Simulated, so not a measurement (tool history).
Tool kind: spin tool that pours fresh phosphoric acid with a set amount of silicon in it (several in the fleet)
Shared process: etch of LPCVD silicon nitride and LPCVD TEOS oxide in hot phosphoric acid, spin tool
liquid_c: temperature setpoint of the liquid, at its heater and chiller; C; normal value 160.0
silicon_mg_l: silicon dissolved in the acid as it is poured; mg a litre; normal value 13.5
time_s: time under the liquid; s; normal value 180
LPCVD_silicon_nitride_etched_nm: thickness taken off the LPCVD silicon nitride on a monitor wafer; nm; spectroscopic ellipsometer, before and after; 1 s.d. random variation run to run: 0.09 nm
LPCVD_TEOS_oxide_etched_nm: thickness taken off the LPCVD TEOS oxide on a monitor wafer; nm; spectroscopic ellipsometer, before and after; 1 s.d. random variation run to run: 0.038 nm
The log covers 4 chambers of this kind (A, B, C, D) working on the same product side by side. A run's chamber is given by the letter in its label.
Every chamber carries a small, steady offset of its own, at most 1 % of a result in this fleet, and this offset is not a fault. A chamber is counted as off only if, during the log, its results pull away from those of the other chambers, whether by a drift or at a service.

run	hour	liquid_c	silicon_mg_l	time_s	hours since the thermometer was replaced	hours since the dissolved silicon flow meter was replaced	hours since the heated supply line was repaired	read-back film thickness of the LPCVD silicon nitride reference wafer, read on the same gauge (nm)	read-back film thickness of the LPCVD TEOS oxide reference wafer, read on the same gauge (nm)	LPCVD_silicon_nitride_etched_nm	LPCVD_TEOS_oxide_etched_nm
1B	7.2	160.0	13.5	180	777.4	283.5	1204.4	139.98	79.947	15.1450	0.30264
2A	14.4	160.0	13.5	180	547.0	363.4	16.0	140.00	80.037	15.3450	0.37786
3C	25.7	160.0	13.5	180	2731.9	1245.6	1696.9	139.99	80.035	15.3200	0.33188
4D	33.9	160.0	13.5	180	444.8	1487.3	918.8	140.02	79.986	15.3010	0.39419
5A	46.2	160.0	13.5	180	578.8	395.2	47.8	139.99	80.005	15.5080	0.37809
6C	57.2	162.5	5.0	180	2763.4	1277.1	1728.4	139.99	79.985	16.6730	0.44910
7B	69.3	162.5	5.0	180	839.5	345.6	1266.5	140.06	79.982	16.6320	0.51435
8D	80.6	162.5	5.0	180	491.5	1534.0	965.5	139.99	79.998	16.8150	0.46340
9B	87.1	162.5	5.0	180	857.3	363.4	1284.3	140.01	79.958	16.4980	0.48906
10C	93.8	160.0	13.5	180	2800.0	1313.7	1765.0	140.04	79.980	15.3400	0.37928
11A	100.6	160.0	13.5	180	633.2	449.6	102.2	140.03	80.011	15.4320	0.28665
12D	109.7	160.0	13.5	180	520.6	1563.1	994.6	139.96	79.994	15.3240	0.30278
13A	120.9	160.0	13.5	180	653.5	469.9	122.5	140.00	80.001	15.6050	0.39272
14B	131.4	160.0	13.5	180	901.6	407.7	1328.6	140.03	79.999	15.1020	0.27725
# hour 133.7: chamber C: thermometer replaced
15C	141.9	160.0	13.5	180	8.2	1361.8	1813.1	140.03	79.979	15.4860	0.35413
16D	149.0	160.0	13.5	180	559.9	1602.4	1033.9	140.02	79.994	15.3190	0.33995
17C	159.9	160.0	13.5	180	26.2	1379.8	1831.1	139.98	79.989	15.3060	0.31345
18D	167.1	160.0	13.5	180	578.0	1620.5	1052.0	139.98	79.973	15.3220	0.31412
19B	179.8	160.0	13.5	180	950.0	456.1	1377.0	140.05	79.969	14.9540	0.34251
# hour 187.0: chamber C: heated supply line repaired
# hour 190.5: chamber A: dissolved silicon flow meter replaced
20A	191.9	160.0	13.5	180	724.5	1.5	193.5	139.96	80.047	15.5010	0.36800
21B	204.1	160.0	13.5	180	974.3	480.4	1401.3	140.03	80.016	14.9250	0.31590
22D	215.1	160.0	13.5	180	626.0	1668.5	1100.0	140.01	79.955	15.4190	0.36033
23C	227.9	162.0	13.5	180	94.2	1447.8	40.9	139.99	80.002	16.3680	0.34309
24A	239.8	162.0	13.5	180	772.4	49.4	241.4	140.01	80.016	16.4180	0.34592
# hour 239.9: chamber D: thermometer replaced
25D	248.2	162.0	13.5	180	8.4	1701.6	1133.1	139.98	79.995	16.4120	0.47471
# hour 256.4: chamber D: dissolved silicon flow meter replaced
26B	259.0	162.0	13.5	180	1029.2	535.3	1456.2	140.01	79.997	15.8120	0.32689
27C	270.8	162.0	13.5	180	137.1	1490.7	83.8	139.95	80.023	16.3240	0.49899
28A	279.0	162.0	13.5	180	811.6	88.6	280.6	140.04	80.003	16.7870	0.32234
29A	291.9	162.0	13.5	180	824.5	101.5	293.5	139.99	79.994	16.3520	0.33274
30B	301.8	162.0	13.5	180	1072.0	578.1	1499.0	139.99	79.959	15.5490	0.33964
31C	309.3	160.0	13.5	180	175.6	1529.2	122.3	140.05	79.979	15.3450	0.32825
# hour 315.2: chamber C: dissolved silicon flow meter replaced
32D	316.0	160.0	13.5	180	76.2	59.7	1200.9	140.00	80.009	15.4180	0.35536
33A	324.7	160.0	23.5	75	857.3	134.3	326.3	139.96	80.018	6.4015	0.11198
34B	331.1	160.0	23.5	75	1101.3	607.4	1528.3	139.99	80.006	6.0973	0.11220
35D	340.9	160.0	23.5	75	101.1	84.6	1225.8	139.99	79.991	6.4192	0.12875
36C	350.9	160.0	23.5	75	217.2	35.8	163.9	140.02	79.980	6.4079	0.11009

What goes on in this fleet: one chamber off, a drifting gauge, or nothing beyond the chambers' own small offsets? Name the chamber and the cause, if any.

It is chamber B that slowly wanders off from its peers.
Most likely cause: temperature lost on the way to the wafer (K) = 1.45.
Not necessarily distinguishable in this log from: liquid colder than its thermometer reads (K).

Which of the 4 candidates below, each the usual settings with something changed and its results left as question marks, puts chamber B back in line with what the other chambers give on the usual settings?
In line means no further than this from the other chambers' mean on the usual settings: LPCVD_silicon_nitride_etched_nm 0.3200 nm; LPCVD_TEOS_oxide_etched_nm 0.13000 nm
37B-1	360.1	160.0	15.0	170						?	?
37B-2	360.1	160.0	13.0	185						?	?
37B-3	360.1	160.0	12.0	190						?	?
37B-4	360.1	160.0	14.0	175						?	?

Average result of the remaining chambers running the usual settings: LPCVD_silicon_nitride_etched_nm 15.3870 nm; LPCVD_TEOS_oxide_etched_nm 0.33731 nm
run	LPCVD_silicon_nitride_etched_nm	LPCVD_TEOS_oxide_etched_nm
37B-1	13.6180	0.25437
37B-2	14.8200	0.29065
37B-3	15.2200	0.30561
37B-4	14.0190	0.26839
37B-3 puts the chamber back in line with the other chambers.
